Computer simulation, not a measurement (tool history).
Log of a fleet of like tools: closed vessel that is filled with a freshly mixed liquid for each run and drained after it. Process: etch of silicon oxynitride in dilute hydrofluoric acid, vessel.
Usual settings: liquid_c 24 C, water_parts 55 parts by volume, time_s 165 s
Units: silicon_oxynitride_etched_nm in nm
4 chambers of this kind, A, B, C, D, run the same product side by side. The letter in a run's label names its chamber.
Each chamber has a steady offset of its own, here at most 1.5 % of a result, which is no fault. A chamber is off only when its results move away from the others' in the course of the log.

| run | hour | liquid_c | water_parts | time_s | read-back film thickness of the silicon oxynitride reference wafer, read on the same gauge (nm) | silicon_oxynitride_etched_nm |
|---|---|---|---|---|---|---|
| 1B | 4.5 | 24 | 55 | 165 | 100.02 | 7.1643 |
| 2D | 7.3 | 24 | 55 | 165 | 100.04 | 6.9658 |
| 3A | 12.3 | 24 | 55 | 165 | 99.984 | 7.1232 |
| 4C | 16.1 | 24 | 55 | 165 | 99.998 | 7.0855 |
| 5D | 21.4 | 24 | 55 | 165 | 99.988 | 7.1491 |
| 6B | 25.9 | 24 | 55 | 165 | 100.01 | 7.1669 |
| 7A | 29 | 24 | 55 | 165 | 99.964 | 7.0839 |
| 8C | 34 | 24 | 55 | 165 | 100.03 | 7.0612 |
| 9A | 39.9 | 24 | 55 | 165 | 100.01 | 7.16 |
| 10B | 43 | 24 | 55 | 165 | 99.986 | 7.0629 |
| 11C | 47.8 | 24 | 55 | 165 | 99.987 | 7.1186 |
| 12D | 51.7 | 24 | 55 | 165 | 99.944 | 7.0713 |
| 13A | 56.3 | 24 | 55 | 165 | 100.02 | 7.2164 |
| 14B | 62.1 | 24 | 55 | 165 | 99.969 | 7.0531 |
|  | 64.2 | chamber D: thermometer replaced |
| 15D | 65.4 | 25.5 | 55 | 225 | 100.01 | 10.417 |
| 16C | 68.4 | 25.5 | 55 | 225 | 100.03 | 10.492 |
| 17D | 72.9 | 25.5 | 55 | 225 | 100.02 | 10.409 |
| 18B | 77.3 | 25.5 | 55 | 225 | 99.997 | 10.4 |
| 19A | 79.9 | 24 | 55 | 165 | 99.962 | 7.3303 |
| 20C | 84 | 24 | 55 | 165 | 100.01 | 7.158 |
| 21B | 87.6 | 24 | 55 | 165 | 100.03 | 7.1511 |
| 22D | 93.4 | 24 | 55 | 165 | 100.03 | 7.1377 |
| 23C | 99.2 | 24 | 55 | 165 | 99.969 | 7.1382 |
| 24A | 103.6 | 24 | 55 | 165 | 100 | 7.5041 |
| 25D | 109 | 24 | 55 | 165 | 100.01 | 7.0754 |
| 26A | 114.7 | 24 | 55 | 165 | 100.02 | 7.7234 |
| 27B | 118.3 | 27 | 45 | 165 | 99.98 | 10.266 |
| 28C | 121.1 | 27 | 45 | 165 | 99.963 | 10.122 |
| 29D | 124.3 | 27 | 45 | 165 | 99.979 | 10.053 |
| 30B | 129.6 | 27 | 45 | 165 | 100.01 | 10.217 |
| 31C | 133.6 | 24 | 75 | 165 | 99.985 | 5.1715 |
| 32A | 139.1 | 24 | 75 | 165 | 99.987 | 5.7114 |
| 33B | 143.7 | 24 | 75 | 165 | 99.998 | 5.072 |
| 34C | 148.6 | 24 | 75 | 165 | 99.997 | 5.1464 |
| 35D | 152.5 | 24 | 30 | 165 | 99.989 | 13.24 |
| 36A | 155.8 | 24 | 30 | 165 | 100.03 | 14.772 |
| 37D | 161.1 | 24 | 30 | 165 | 99.996 | 13.368 |
| 38C | 166.5 | 24 | 30 | 165 | 100.02 | 13.058 |
| 39A | 172.2 | 24 | 55 | 165 | 100.02 | 8.0626 |
| 40B | 176.8 | 24 | 55 | 165 | 99.991 | 7.12 |

Next, every chamber runs the same settings. What will each give?
| 41A | 181.1 | 19.5 | 55 | 165 |  | ? |
| 41B | 181.1 | 19.5 | 55 | 165 |  | ? |
| 41C | 181.1 | 19.5 | 55 | 165 |  | ? |
| 41D | 181.1 | 19.5 | 55 | 165 |  | ? |

| run | silicon_oxynitride_etched_nm |
|---|---|
| 41A | 6.4682 |
| 41B | 5.6668 |
| 41C | 5.561 |
| 41D | 5.6733 |

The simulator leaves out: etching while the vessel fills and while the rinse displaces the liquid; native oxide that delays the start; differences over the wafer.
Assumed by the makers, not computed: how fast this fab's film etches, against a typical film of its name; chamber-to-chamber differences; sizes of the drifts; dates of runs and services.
